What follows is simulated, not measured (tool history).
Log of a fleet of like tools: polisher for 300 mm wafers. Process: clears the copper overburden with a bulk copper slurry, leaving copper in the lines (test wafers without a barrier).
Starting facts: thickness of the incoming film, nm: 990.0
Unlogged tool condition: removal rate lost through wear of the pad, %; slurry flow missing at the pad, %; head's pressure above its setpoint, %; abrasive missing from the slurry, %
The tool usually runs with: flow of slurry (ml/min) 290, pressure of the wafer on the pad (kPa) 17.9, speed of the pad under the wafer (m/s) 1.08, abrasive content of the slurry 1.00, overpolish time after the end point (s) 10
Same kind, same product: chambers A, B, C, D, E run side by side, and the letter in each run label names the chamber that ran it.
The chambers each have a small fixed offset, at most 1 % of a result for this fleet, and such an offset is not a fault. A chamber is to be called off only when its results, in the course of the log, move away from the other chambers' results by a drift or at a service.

| run | hour | flow of slurry (ml/min) | pressure of the wafer on the pad (kPa) | speed of the pad under the wafer (m/s) | abrasive content of the slurry | overpolish time after the end point (s) | wafers polished on this pad | hours since the slurry nozzle was cleaned | hours since the head pressure was calibrated | hours since the slurry blender was calibrated | time until the end point was called (s) | dishing of a wide line in a test structure (angstrom) |
|---|---|---|---|---|---|---|---|---|---|---|---|---|
|  | 4.3 | chamber D: slurry blender recalibrated |
| 1C | 8.5 | 290 | 17.9 | 1.08 | 1.00 | 10 | 575 | 134.9 | 1272.7 | 252.9 | 130.950 | 351.58 |
|  | 12.7 | chamber E: worn pad replaced by a new one |
| 2B | 22.2 | 290 | 17.9 | 1.08 | 1.00 | 10 | 415 | 250.6 | 132.4 | 267.6 | 131.490 | 352.57 |
|  | 24.6 | chamber A: worn pad replaced by a new one |
|  | 32.4 | chamber C: head pressure recalibrated |
| 3A | 33.5 | 290 | 17.9 | 1.08 | 1.00 | 10 | 96 | 164.4 | 946.5 | 176.8 | 132.830 | 354.14 |
|  | 33.8 | chamber D: worn pad replaced by a new one |
|  | 37.9 | chamber C: slurry blender recalibrated |
| 4E | 40.5 | 290 | 17.9 | 1.08 | 1.00 | 10 | 298 | 412.8 | 124.1 | 131.6 | 133.920 | 341.57 |
| 5D | 48.6 | 290 | 17.9 | 1.08 | 1.00 | 10 | 159 | 168.7 | 389.1 | 44.4 | 130.870 | 349.29 |
|  | 49.3 | chamber C: worn pad replaced by a new one |
| 6B | 60.6 | 290 | 17.9 | 1.08 | 1.00 | 10 | 827 | 289.0 | 170.8 | 306.0 | 131.090 | 343.20 |
|  | 67.0 | chamber A: slurry blender recalibrated |
| 7A | 70.8 | 290 | 17.9 | 1.08 | 1.00 | 10 | 495 | 201.7 | 983.8 | 3.9 | 130.330 | 348.52 |
|  | 73.1 | chamber B: worn pad replaced by a new one |
| 8C | 84.1 | 290 | 17.9 | 1.08 | 1.00 | 10 | 373 | 210.5 | 51.7 | 46.2 | 135.230 | 357.68 |
| 9D | 95.0 | 290 | 17.9 | 1.08 | 1.00 | 10 | 656 | 215.1 | 435.5 | 90.8 | 138.040 | 357.49 |
|  | 100.3 | chamber E: slurry nozzle cleaned |
| 10E | 107.1 | 290 | 22.8 | 1.08 | 0.80 | 10 | 1012 | 6.9 | 190.7 | 198.2 | 111.390 | 385.61 |
|  | 108.7 | chamber E: worn pad replaced by a new one |
|  | 116.8 | chamber A: worn pad replaced by a new one |
| 11D | 117.6 | 290 | 22.8 | 1.08 | 0.80 | 10 | 898 | 237.7 | 458.1 | 113.4 | 109.770 | 403.83 |
| 12B | 124.5 | 290 | 22.8 | 1.08 | 0.80 | 10 | 551 | 352.9 | 234.7 | 369.9 | 110.390 | 407.54 |
|  | 128.6 | chamber C: worn pad replaced by a new one |
|  | 136.3 | chamber B: slurry blender recalibrated |
| 13A | 138.5 | 290 | 22.8 | 1.08 | 0.80 | 10 | 233 | 269.4 | 1051.5 | 71.6 | 112.750 | 391.74 |
|  | 139.4 | chamber B: slurry nozzle cleaned |
|  | 146.1 | chamber D: worn pad replaced by a new one |
| 14C | 151.1 | 290 | 22.8 | 1.08 | 0.80 | 10 | 241 | 277.5 | 118.7 | 113.2 | 111.140 | 378.68 |
|  | 158.9 | chamber E: slurry blender recalibrated |
| 15E | 161.8 | 290 | 17.9 | 1.08 | 1.00 | 10 | 569 | 61.6 | 245.4 | 2.9 | 135.450 | 335.70 |
| 16B | 168.7 | 290 | 17.9 | 1.08 | 1.00 | 10 | 1025 | 29.4 | 278.9 | 32.4 | 128.040 | 340.39 |
|  | 171.7 | chamber B: worn pad replaced by a new one |
| 17E | 178.1 | 290 | 17.9 | 1.08 | 1.00 | 10 | 744 | 77.9 | 261.7 | 19.2 | 133.130 | 349.14 |
| 18D | 186.0 | 290 | 17.9 | 1.08 | 1.00 | 10 | 428 | 306.1 | 526.5 | 181.8 | 135.680 | 367.34 |
|  | 197.2 | chamber E: worn pad replaced by a new one |
| 19C | 198.9 | 290 | 17.9 | 1.08 | 1.00 | 10 | 754 | 325.3 | 166.5 | 161.0 | 132.540 | 352.34 |
|  | 204.9 | chamber A: worn pad replaced by a new one |
| 20A | 212.1 | 290 | 17.9 | 1.08 | 1.00 | 10 | 77 | 343.0 | 1125.1 | 145.2 | 131.030 | 343.97 |
|  | 213.4 | chamber C: worn pad replaced by a new one |
| 21A | 220.4 | 290 | 17.9 | 1.08 | 1.00 | 10 | 166 | 351.3 | 1133.4 | 153.5 | 134.820 | 345.48 |
| 22D | 230.1 | 290 | 17.9 | 1.08 | 1.00 | 10 | 901 | 350.2 | 570.6 | 225.9 | 137.110 | 353.80 |
|  | 233.9 | chamber A: head pressure recalibrated |
|  | 236.6 | chamber D: worn pad replaced by a new one |
| 23C | 236.7 | 290 | 17.9 | 1.08 | 1.00 | 10 | 250 | 363.1 | 204.3 | 198.8 | 134.370 | 345.55 |
| 24E | 248.8 | 290 | 17.9 | 1.08 | 1.00 | 10 | 553 | 148.6 | 332.4 | 89.9 | 133.170 | 350.11 |
|  | 251.4 | chamber D: head pressure recalibrated |
|  | 259.4 | chamber B: worn pad replaced by a new one |
| 25B | 260.1 | 290 | 17.9 | 1.08 | 1.00 | 10 | 8 | 120.8 | 370.3 | 123.8 | 131.920 | 361.95 |
| 26C | 267.5 | 290 | 17.9 | 1.08 | 1.00 | 10 | 580 | 393.9 | 235.1 | 229.6 | 135.350 | 348.27 |
|  | 269.1 | chamber C: slurry blender recalibrated |
| 27E | 274.8 | 290 | 17.9 | 1.08 | 1.00 | 10 | 832 | 174.6 | 358.4 | 115.9 | 136.410 | 352.64 |
|  | 279.4 | chamber E: worn pad replaced by a new one |
|  | 281.2 | chamber A: worn pad replaced by a new one |
| 28A | 282.8 | 290 | 17.9 | 1.08 | 1.00 | 10 | 17 | 413.7 | 49.0 | 215.9 | 132.310 | 347.29 |
|  | 284.1 | chamber A: slurry blender recalibrated |
| 29B | 290.0 | 290 | 17.9 | 1.08 | 1.00 | 10 | 328 | 150.7 | 400.2 | 153.7 | 132.030 | 359.03 |
| 30D | 302.5 | 290 | 17.9 | 1.08 | 1.00 | 10 | 707 | 422.6 | 51.1 | 298.3 | 129.830 | 352.74 |
|  | 305.3 | chamber D: slurry blender recalibrated |
|  | 309.1 | chamber C: worn pad replaced by a new one |
| 31C | 309.6 | 290 | 17.9 | 1.08 | 1.00 | 10 | 6 | 436.0 | 277.2 | 40.6 | 131.170 | 345.42 |
|  | 321.3 | chamber D: worn pad replaced by a new one |
| 32D | 321.8 | 290 | 17.9 | 1.08 | 1.00 | 10 | 6 | 441.9 | 70.4 | 16.6 | 134.200 | 351.19 |
| 33A | 330.0 | 290 | 17.9 | 1.08 | 0.75 | 10 | 523 | 460.9 | 96.2 | 45.9 | 140.040 | 344.35 |
|  | 337.6 | chamber B: worn pad replaced by a new one |
| 34B | 341.8 | 290 | 17.9 | 1.08 | 0.75 | 10 | 45 | 202.5 | 452.0 | 205.5 | 143.110 | 333.33 |
|  | 351.6 | chamber E: worn pad replaced by a new one |
| 35E | 352.9 | 290 | 17.9 | 1.08 | 0.75 | 10 | 14 | 252.7 | 436.5 | 194.0 | 141.890 | 342.38 |
|  | 358.6 | chamber A: worn pad replaced by a new one |
| 36C | 361.0 | 290 | 17.9 | 1.08 | 0.75 | 10 | 557 | 487.4 | 328.6 | 92.0 | 141.250 | 331.62 |
| 37D | 372.4 | 290 | 17.9 | 1.08 | 0.75 | 10 | 548 | 492.5 | 121.0 | 67.2 | 141.260 | 337.05 |
|  | 375.3 | chamber E: head pressure recalibrated |
| 38A | 382.9 | 290 | 17.9 | 1.42 | 1.30 | 10 | 260 | 513.8 | 149.1 | 98.8 | 96.072 | 411.24 |
| 39B | 397.0 | 290 | 17.9 | 1.42 | 1.30 | 10 | 637 | 257.7 | 507.2 | 260.7 | 95.056 | 408.84 |
| 40E | 406.5 | 290 | 17.9 | 1.42 | 1.30 | 10 | 588 | 306.3 | 31.3 | 247.6 | 95.715 | 410.38 |
|  | 410.0 | chamber C: worn pad replaced by a new one |
| 41C | 417.7 | 290 | 17.9 | 1.42 | 1.30 | 10 | 83 | 544.1 | 385.3 | 148.7 | 95.470 | 408.99 |
| 42A | 424.9 | 290 | 17.9 | 1.42 | 1.30 | 10 | 711 | 555.8 | 191.1 | 140.8 | 94.388 | 412.38 |

Next, all 5 chambers run the settings below, one line each with question marks for the results. What does each chamber give?
| 43A | 435.5 | 290 | 17.9 | 1.20 | 1.00 | 10 |  |  |  |  | ? | ? |
| 43B | 435.5 | 290 | 17.9 | 1.20 | 1.00 | 10 |  |  |  |  | ? | ? |
| 43C | 435.5 | 290 | 17.9 | 1.20 | 1.00 | 10 |  |  |  |  | ? | ? |
| 43D | 435.5 | 290 | 17.9 | 1.20 | 1.00 | 10 |  |  |  |  | ? | ? |
| 43E | 435.5 | 290 | 17.9 | 1.20 | 1.00 | 10 |  |  |  |  | ? | ? |

| run | time until the end point was called (s) | dishing of a wide line in a test structure (angstrom) |
|---|---|---|
| 43A | 122.750 | 366.57 |
| 43B | 118.500 | 363.69 |
| 43C | 120.640 | 377.67 |
| 43D | 120.440 | 362.42 |
| 43E | 119.450 | 368.23 |
